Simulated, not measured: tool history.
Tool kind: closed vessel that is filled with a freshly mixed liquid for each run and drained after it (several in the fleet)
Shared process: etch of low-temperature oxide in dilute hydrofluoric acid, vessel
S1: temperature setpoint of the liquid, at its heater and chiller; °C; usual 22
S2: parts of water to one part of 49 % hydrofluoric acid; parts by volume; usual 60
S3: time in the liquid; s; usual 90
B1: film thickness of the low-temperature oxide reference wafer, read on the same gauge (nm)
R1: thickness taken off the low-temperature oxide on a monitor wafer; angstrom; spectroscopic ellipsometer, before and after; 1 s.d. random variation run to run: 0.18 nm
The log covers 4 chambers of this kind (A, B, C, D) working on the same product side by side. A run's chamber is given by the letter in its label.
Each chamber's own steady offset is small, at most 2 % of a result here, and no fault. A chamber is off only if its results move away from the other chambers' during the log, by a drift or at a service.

{"run": "1A", "day": 0.333, "S1": 22, "S2": 60, "S3": 90, "B1": 39.978, "R1": 180.44}
{"run": "2C", "day": 0.679, "S1": 22, "S2": 60, "S3": 90, "B1": 39.971, "R1": 175.95}
{"run": "3B", "day": 1.054, "S1": 22, "S2": 60, "S3": 90, "B1": 40.056, "R1": 181.82}
{"run": "4D", "day": 1.388, "S1": 22, "S2": 60, "S3": 90, "B1": 39.99, "R1": 184.73}
{"run": "5A", "day": 1.646, "S1": 22, "S2": 60, "S3": 90, "B1": 40.052, "R1": 182.36}
{"run": "6D", "day": 2.075, "S1": 22, "S2": 60, "S3": 90, "B1": 40.003, "R1": 182.95}
{"run": "7B", "day": 2.367, "S1": 22, "S2": 60, "S3": 90, "B1": 39.951, "R1": 183.8}
{"run": "8C", "day": 2.671, "S1": 22, "S2": 60, "S3": 90, "B1": 39.98, "R1": 175.45}
{"run": "9D", "day": 3.092, "S1": 22, "S2": 60, "S3": 90, "B1": 39.987, "R1": 182.92}
{"run": "10A", "day": 3.358, "S1": 22, "S2": 60, "S3": 90, "B1": 40.032, "R1": 178.0}
{"run": "11B", "day": 3.779, "S1": 22, "S2": 60, "S3": 90, "B1": 39.993, "R1": 179.68}
{"day": 3.858, "done": "chamber B: hydrofluoric acid flow meter replaced"}
{"run": "12C", "day": 4.138, "S1": 22, "S2": 85, "S3": 90, "B1": 39.984, "R1": 122.52}
{"run": "13A", "day": 4.592, "S1": 22, "S2": 85, "S3": 90, "B1": 40.004, "R1": 121.84}
{"run": "14D", "day": 4.979, "S1": 22, "S2": 85, "S3": 90, "B1": 39.996, "R1": 126.26}
{"run": "15B", "day": 5.446, "S1": 22, "S2": 85, "S3": 90, "B1": 39.974, "R1": 124.58}
{"run": "16C", "day": 5.875, "S1": 22, "S2": 60, "S3": 90, "B1": 40.013, "R1": 179.28}
{"run": "17B", "day": 6.133, "S1": 22, "S2": 60, "S3": 90, "B1": 40.043, "R1": 180.75}
{"run": "18A", "day": 6.45, "S1": 22, "S2": 85, "S3": 90, "B1": 40.0, "R1": 121.36}
{"run": "19D", "day": 6.825, "S1": 22, "S2": 85, "S3": 90, "B1": 40.009, "R1": 122.64}
{"run": "20C", "day": 7.233, "S1": 22, "S2": 85, "S3": 90, "B1": 40.05, "R1": 124.99}
{"run": "21D", "day": 7.6, "S1": 22, "S2": 85, "S3": 90, "B1": 40.014, "R1": 124.69}
{"run": "22A", "day": 7.958, "S1": 18, "S2": 60, "S3": 90, "B1": 39.988, "R1": 148.24}
{"run": "23B", "day": 8.271, "S1": 18, "S2": 60, "S3": 90, "B1": 40.027, "R1": 153.61}
{"day": 8.725, "done": "chamber A: hydrofluoric acid flow meter replaced"}
{"run": "24C", "day": 8.746, "S1": 18, "S2": 60, "S3": 90, "B1": 40.023, "R1": 151.66}
{"run": "25A", "day": 9.15, "S1": 18, "S2": 60, "S3": 90, "B1": 40.018, "R1": 148.26}
{"run": "26B", "day": 9.521, "S1": 22, "S2": 60, "S3": 90, "B1": 39.994, "R1": 182.25}
{"run": "27D", "day": 9.854, "S1": 17, "S2": 40, "S3": 90, "B1": 39.99, "R1": 223.01}
{"run": "28C", "day": 10.242, "S1": 17, "S2": 40, "S3": 90, "B1": 39.999, "R1": 217.16}
{"run": "29B", "day": 10.696, "S1": 17, "S2": 40, "S3": 90, "B1": 40.032, "R1": 223.58}
{"run": "30D", "day": 11.104, "S1": 17, "S2": 40, "S3": 90, "B1": 39.979, "R1": 224.76}
{"run": "31C", "day": 11.467, "S1": 22, "S2": 60, "S3": 90, "B1": 39.986, "R1": 177.6}
{"run": "32A", "day": 11.721, "S1": 22, "S2": 60, "S3": 90, "B1": 40.002, "R1": 172.75}
{"run": "33B", "day": 12.1, "S1": 22, "S2": 60, "S3": 90, "B1": 39.994, "R1": 182.99}
{"run": "34A", "day": 12.383, "S1": 22, "S2": 60, "S3": 90, "B1": 39.969, "R1": 173.05}
{"run": "35D", "day": 12.779, "S1": 22, "S2": 60, "S3": 90, "B1": 39.996, "R1": 182.01}
{"run": "36C", "day": 13.254, "S1": 22, "S2": 60, "S3": 90, "B1": 40.014, "R1": 181.23}
{"day": 13.417, "done": "chamber C: hydrofluoric acid flow meter replaced"}
{"run": "37A", "day": 13.558, "S1": 22, "S2": 60, "S3": 90, "B1": 40.002, "R1": 169.32}
{"run": "38B", "day": 13.783, "S1": 22, "S2": 60, "S3": 90, "B1": 40.002, "R1": 183.75}
{"run": "39C", "day": 13.996, "S1": 22, "S2": 60, "S3": 90, "B1": 40.049, "R1": 179.62}
{"run": "40D", "day": 14.204, "S1": 22, "S2": 60, "S3": 90, "B1": 40.006, "R1": 184.92}

Read the log: is a single chamber off, either drifting away or since a service, is the gauge that measures every chamber drifting, or is nothing wrong beyond small per-chamber offsets? Name any odd chamber and what most likely caused it.

Little by little, chamber A moves away from the other chambers.
What lies behind it: liquid colder than its thermometer reads (K) = 2.03.

Chamber A could run next with any of the 4 candidate recipes listed below; each alters the usual settings, and their results appear as question marks. Which one brings its results back in line with what the other chambers deliver on the usual settings?
In line here means within this much of the mean the other chambers give on the usual settings: R1 6.30 angstrom
{"run": "41A-1", "day": 14.546, "S1": 21.5, "S2": 60, "S3": 80, "R1": "?"}
{"run": "41A-2", "day": 14.546, "S1": 22.0, "S2": 55, "S3": 95, "R1": "?"}
{"run": "41A-3", "day": 14.546, "S1": 22.0, "S2": 65, "S3": 90, "R1": "?"}
{"run": "41A-4", "day": 14.546, "S1": 24.0, "S2": 60, "S3": 90, "R1": "?"}

Average result of the remaining chambers running the usual settings: R1 181.42 angstrom
run=41A-1 R1=146.52
run=41A-2 R1=195.29
run=41A-3 R1=154.31
run=41A-4 R1=182.98
With 41A-4, the chamber falls back in line with the rest.

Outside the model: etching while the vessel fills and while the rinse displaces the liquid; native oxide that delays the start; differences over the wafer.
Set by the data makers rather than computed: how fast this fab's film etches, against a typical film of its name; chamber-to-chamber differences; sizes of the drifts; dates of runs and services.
